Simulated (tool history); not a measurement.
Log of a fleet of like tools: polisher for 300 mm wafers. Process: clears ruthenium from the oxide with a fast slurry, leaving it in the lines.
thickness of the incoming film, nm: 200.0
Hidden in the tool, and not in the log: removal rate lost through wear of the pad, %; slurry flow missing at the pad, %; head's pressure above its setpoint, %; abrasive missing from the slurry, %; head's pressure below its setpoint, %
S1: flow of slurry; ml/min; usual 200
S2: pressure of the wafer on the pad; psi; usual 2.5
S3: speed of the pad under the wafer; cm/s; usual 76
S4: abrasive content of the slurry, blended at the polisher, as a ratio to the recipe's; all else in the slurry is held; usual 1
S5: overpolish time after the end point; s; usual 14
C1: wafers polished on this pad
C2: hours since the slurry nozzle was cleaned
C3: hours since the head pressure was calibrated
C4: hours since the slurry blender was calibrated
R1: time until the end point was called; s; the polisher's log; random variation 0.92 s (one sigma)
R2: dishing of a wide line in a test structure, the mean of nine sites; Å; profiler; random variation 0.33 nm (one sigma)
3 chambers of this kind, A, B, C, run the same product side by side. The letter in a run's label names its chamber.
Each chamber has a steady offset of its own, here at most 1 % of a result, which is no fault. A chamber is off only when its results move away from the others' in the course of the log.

{"hour": 6.6, "done": "chamber C: slurry blender recalibrated"}
{"run": "1B", "hour": 9.9, "S1": 200, "S2": 2.5, "S3": 76, "S4": 1, "S5": 14, "C1": 354, "C2": 135.1, "C3": 211.2, "C4": 65.6, "R1": 74.986, "R2": 314.39}
{"run": "2C", "hour": 18.9, "S1": 200, "S2": 2.5, "S3": 76, "S4": 1, "S5": 14, "C1": 573, "C2": 92.8, "C3": 87.3, "C4": 12.3, "R1": 74.657, "R2": 310.13}
{"hour": 21.0, "done": "chamber A: worn pad replaced by a new one"}
{"run": "3A", "hour": 25.9, "S1": 200, "S2": 2.5, "S3": 76, "S4": 1, "S5": 14, "C1": 31, "C2": 145.4, "C3": 199.0, "C4": 199.4, "R1": 77.922, "R2": 304.49}
{"hour": 37.4, "done": "chamber C: worn pad replaced by a new one"}
{"run": "4B", "hour": 40.8, "S1": 200, "S2": 2.5, "S3": 76, "S4": 1, "S5": 14, "C1": 552, "C2": 166.0, "C3": 242.1, "C4": 96.5, "R1": 77.028, "R2": 307.52}
{"run": "5A", "hour": 57.0, "S1": 200, "S2": 2.5, "S3": 76, "S4": 1, "S5": 14, "C1": 230, "C2": 176.5, "C3": 230.1, "C4": 230.5, "R1": 78.138, "R2": 305.58}
{"run": "6C", "hour": 69.9, "S1": 200, "S2": 2.5, "S3": 76, "S4": 1, "S5": 14, "C1": 208, "C2": 143.8, "C3": 138.3, "C4": 63.3, "R1": 75.45, "R2": 311.77}
{"run": "7A", "hour": 80.8, "S1": 200, "S2": 2.5, "S3": 76, "S4": 1, "S5": 14, "C1": 383, "C2": 200.3, "C3": 253.9, "C4": 254.3, "R1": 75.547, "R2": 312.63}
{"run": "8C", "hour": 91.8, "S1": 200, "S2": 2.5, "S3": 76, "S4": 1, "S5": 14, "C1": 348, "C2": 165.7, "C3": 160.2, "C4": 85.2, "R1": 75.365, "R2": 315.21}
{"hour": 96.9, "done": "chamber A: worn pad replaced by a new one"}
{"run": "9B", "hour": 99.6, "S1": 200, "S2": 2.5, "S3": 76, "S4": 1, "S5": 14, "C1": 928, "C2": 224.8, "C3": 300.9, "C4": 155.3, "R1": 76.779, "R2": 313.43}
{"run": "10B", "hour": 106.7, "S1": 200, "S2": 2.5, "S3": 76, "S4": 1, "S5": 14, "C1": 974, "C2": 231.9, "C3": 308.0, "C4": 162.4, "R1": 76.278, "R2": 308.89}
{"run": "11C", "hour": 120.2, "S1": 200, "S2": 2.5, "S3": 76, "S4": 1, "S5": 14, "C1": 530, "C2": 194.1, "C3": 188.6, "C4": 113.6, "R1": 77.551, "R2": 305.61}
{"run": "12A", "hour": 131.2, "S1": 200, "S2": 2.5, "S3": 76, "S4": 1, "S5": 14, "C1": 220, "C2": 250.7, "C3": 304.3, "C4": 304.7, "R1": 76.733, "R2": 308.77}
{"hour": 131.6, "done": "chamber B: worn pad replaced by a new one"}
{"hour": 140.3, "done": "chamber B: slurry blender recalibrated"}
{"run": "13C", "hour": 142.8, "S1": 200, "S2": 2.5, "S3": 76, "S4": 1, "S5": 14, "C1": 675, "C2": 216.7, "C3": 211.2, "C4": 136.2, "R1": 77.699, "R2": 308.9}
{"run": "14A", "hour": 150.7, "S1": 200, "S2": 2.5, "S3": 76, "S4": 1, "S5": 14, "C1": 345, "C2": 270.2, "C3": 323.8, "C4": 324.2, "R1": 74.984, "R2": 309.54}
{"hour": 159.8, "done": "chamber C: worn pad replaced by a new one"}
{"run": "15B", "hour": 159.9, "S1": 200, "S2": 2.5, "S3": 76, "S4": 1, "S5": 14, "C1": 181, "C2": 285.1, "C3": 361.2, "C4": 19.6, "R1": 76.948, "R2": 316.37}
{"run": "16C", "hour": 171.6, "S1": 200, "S2": 2.5, "S3": 76, "S4": 1, "S5": 14, "C1": 75, "C2": 245.5, "C3": 240.0, "C4": 165.0, "R1": 76.454, "R2": 307.06}
{"run": "17A", "hour": 181.4, "S1": 200, "S2": 2.5, "S3": 50, "S4": 1, "S5": 14, "C1": 541, "C2": 300.9, "C3": 354.5, "C4": 354.9, "R1": 116.16, "R2": 206.65}
{"run": "18B", "hour": 193.2, "S1": 200, "S2": 2.5, "S3": 50, "S4": 1, "S5": 14, "C1": 395, "C2": 318.4, "C3": 394.5, "C4": 52.9, "R1": 116.46, "R2": 214.15}
{"hour": 196.0, "done": "chamber A: worn pad replaced by a new one"}
{"hour": 196.1, "done": "chamber A: slurry nozzle cleaned"}
{"run": "19B", "hour": 206.6, "S1": 200, "S2": 2.5, "S3": 50, "S4": 1, "S5": 14, "C1": 481, "C2": 331.8, "C3": 407.9, "C4": 66.3, "R1": 115.57, "R2": 211.52}
{"run": "20C", "hour": 218.9, "S1": 200, "S2": 2.5, "S3": 76, "S4": 1, "S5": 14, "C1": 378, "C2": 292.8, "C3": 287.3, "C4": 212.3, "R1": 77.406, "R2": 305.82}
{"run": "21A", "hour": 230.5, "S1": 155, "S2": 2.5, "S3": 76, "S4": 1, "S5": 7, "C1": 221, "C2": 34.4, "C3": 403.6, "C4": 404.0, "R1": 79.746, "R2": 156.39}
{"hour": 232.3, "done": "chamber A: slurry blender recalibrated"}
{"run": "22B", "hour": 239.5, "S1": 155, "S2": 2.5, "S3": 76, "S4": 1, "S5": 7, "C1": 691, "C2": 364.7, "C3": 440.8, "C4": 99.2, "R1": 78.896, "R2": 157.45}
{"run": "23C", "hour": 249.6, "S1": 155, "S2": 2.5, "S3": 76, "S4": 1, "S5": 7, "C1": 575, "C2": 323.5, "C3": 318.0, "C4": 243.0, "R1": 81.655, "R2": 152.17}
{"run": "24A", "hour": 258.1, "S1": 200, "S2": 2.5, "S3": 58, "S4": 1, "S5": 14, "C1": 397, "C2": 62.0, "C3": 431.2, "C4": 25.8, "R1": 101.06, "R2": 244.13}
{"hour": 258.2, "done": "chamber C: worn pad replaced by a new one"}
{"run": "25A", "hour": 270.1, "S1": 200, "S2": 2.5, "S3": 58, "S4": 1, "S5": 14, "C1": 474, "C2": 74.0, "C3": 443.2, "C4": 37.8, "R1": 102.79, "R2": 239.62}
{"run": "26B", "hour": 282.1, "S1": 200, "S2": 2.5, "S3": 58, "S4": 1, "S5": 14, "C1": 964, "C2": 407.3, "C3": 483.4, "C4": 141.8, "R1": 100.84, "R2": 243.01}
{"hour": 289.6, "done": "chamber A: worn pad replaced by a new one"}
{"run": "27C", "hour": 290.1, "S1": 200, "S2": 2.5, "S3": 76, "S4": 1, "S5": 14, "C1": 204, "C2": 364.0, "C3": 358.5, "C4": 283.5, "R1": 79.202, "R2": 298.67}
{"hour": 296.7, "done": "chamber B: worn pad replaced by a new one"}
{"run": "28B", "hour": 305.2, "S1": 200, "S2": 2.5, "S3": 76, "S4": 1, "S5": 14, "C1": 54, "C2": 430.4, "C3": 506.5, "C4": 164.9, "R1": 75.981, "R2": 318.39}
{"hour": 311.9, "done": "chamber C: slurry blender recalibrated"}
{"run": "29A", "hour": 313.3, "S1": 200, "S2": 2.5, "S3": 76, "S4": 1, "S5": 14, "C1": 152, "C2": 117.2, "C3": 486.4, "C4": 81.0, "R1": 77.187, "R2": 311.59}
{"run": "30C", "hour": 321.7, "S1": 200, "S2": 2.5, "S3": 76, "S4": 1, "S5": 14, "C1": 406, "C2": 395.6, "C3": 390.1, "C4": 9.9, "R1": 81.86, "R2": 292.29}
{"hour": 327.4, "done": "chamber B: slurry blender recalibrated"}
{"run": "31B", "hour": 331.7, "S1": 200, "S2": 2.5, "S3": 76, "S4": 1, "S5": 14, "C1": 224, "C2": 456.9, "C3": 533.0, "C4": 4.4, "R1": 76.916, "R2": 310.53}
{"run": "32A", "hour": 346.6, "S1": 200, "S2": 2.5, "S3": 76, "S4": 1, "S5": 14, "C1": 365, "C2": 150.5, "C3": 519.7, "C4": 114.3, "R1": 77.263, "R2": 305.6}
{"hour": 357.3, "done": "chamber C: worn pad replaced by a new one"}
{"run": "33C", "hour": 357.6, "S1": 200, "S2": 2.5, "S3": 76, "S4": 1, "S5": 14, "C1": 2, "C2": 431.5, "C3": 426.0, "C4": 45.8, "R1": 81.485, "R2": 297.33}
{"run": "34C", "hour": 373.8, "S1": 200, "S2": 2.5, "S3": 76, "S4": 1, "S5": 14, "C1": 105, "C2": 447.7, "C3": 442.2, "C4": 62.0, "R1": 79.731, "R2": 293.51}
{"hour": 385.0, "done": "chamber A: worn pad replaced by a new one"}
{"run": "35A", "hour": 389.5, "S1": 200, "S2": 2.5, "S3": 76, "S4": 1, "S5": 14, "C1": 29, "C2": 193.4, "C3": 562.6, "C4": 157.2, "R1": 77.043, "R2": 309.68}
{"run": "36B", "hour": 401.5, "S1": 200, "S2": 2.5, "S3": 94, "S4": 1, "S5": 8, "C1": 671, "C2": 526.7, "C3": 602.8, "C4": 74.2, "R1": 61.985, "R2": 223.9}
{"run": "37C", "hour": 415.5, "S1": 200, "S2": 2.5, "S3": 94, "S4": 1, "S5": 8, "C1": 373, "C2": 489.4, "C3": 483.9, "C4": 103.7, "R1": 67.967, "R2": 210.74}
{"run": "38A", "hour": 431.5, "S1": 200, "S2": 2.5, "S3": 94, "S4": 1, "S5": 8, "C1": 298, "C2": 235.4, "C3": 604.6, "C4": 199.2, "R1": 62.244, "R2": 223.83}

Is one chamber off against the others, does the gauge drift, or is nothing wrong? If a chamber is off, say which, and what the likeliest cause is.

Chamber C drifts away from the others.
Cause: head's pressure below its setpoint, % = 8.86.
The log may not tell that from: slurry flow missing at the pad, %.

Here are 4 candidates for chamber C's next run, each the usual settings with a change, their results left as question marks. Which one brings its results back in line with what the others give on the usual settings?
In line means no further than this from the other chambers' mean on the usual settings: R1 3.200 s; R2 12.00 Å
{"run": "39C-1", "hour": 443.1, "S1": 200, "S2": 2.3, "S3": 70, "S4": 1, "S5": 14, "R1": "?", "R2": "?"}
{"run": "39C-2", "hour": 443.1, "S1": 200, "S2": 2.4, "S3": 72, "S4": 1, "S5": 14, "R1": "?", "R2": "?"}
{"run": "39C-3", "hour": 443.1, "S1": 200, "S2": 2.7, "S3": 82, "S4": 1, "S5": 14, "R1": "?", "R2": "?"}
{"run": "39C-4", "hour": 443.1, "S1": 200, "S2": 2.6, "S3": 80, "S4": 1, "S5": 14, "R1": "?", "R2": "?"}

The other chambers' mean on the usual settings: R1 76.677 s; R2 310.68 Å
run=39C-1 R1=98.350 R2=243.57
run=39C-2 R1=91.621 R2=260.39
run=39C-3 R1=71.537 R2=327.90
run=39C-4 R1=76.155 R2=309.46
39C-4 brings the chamber back in line.

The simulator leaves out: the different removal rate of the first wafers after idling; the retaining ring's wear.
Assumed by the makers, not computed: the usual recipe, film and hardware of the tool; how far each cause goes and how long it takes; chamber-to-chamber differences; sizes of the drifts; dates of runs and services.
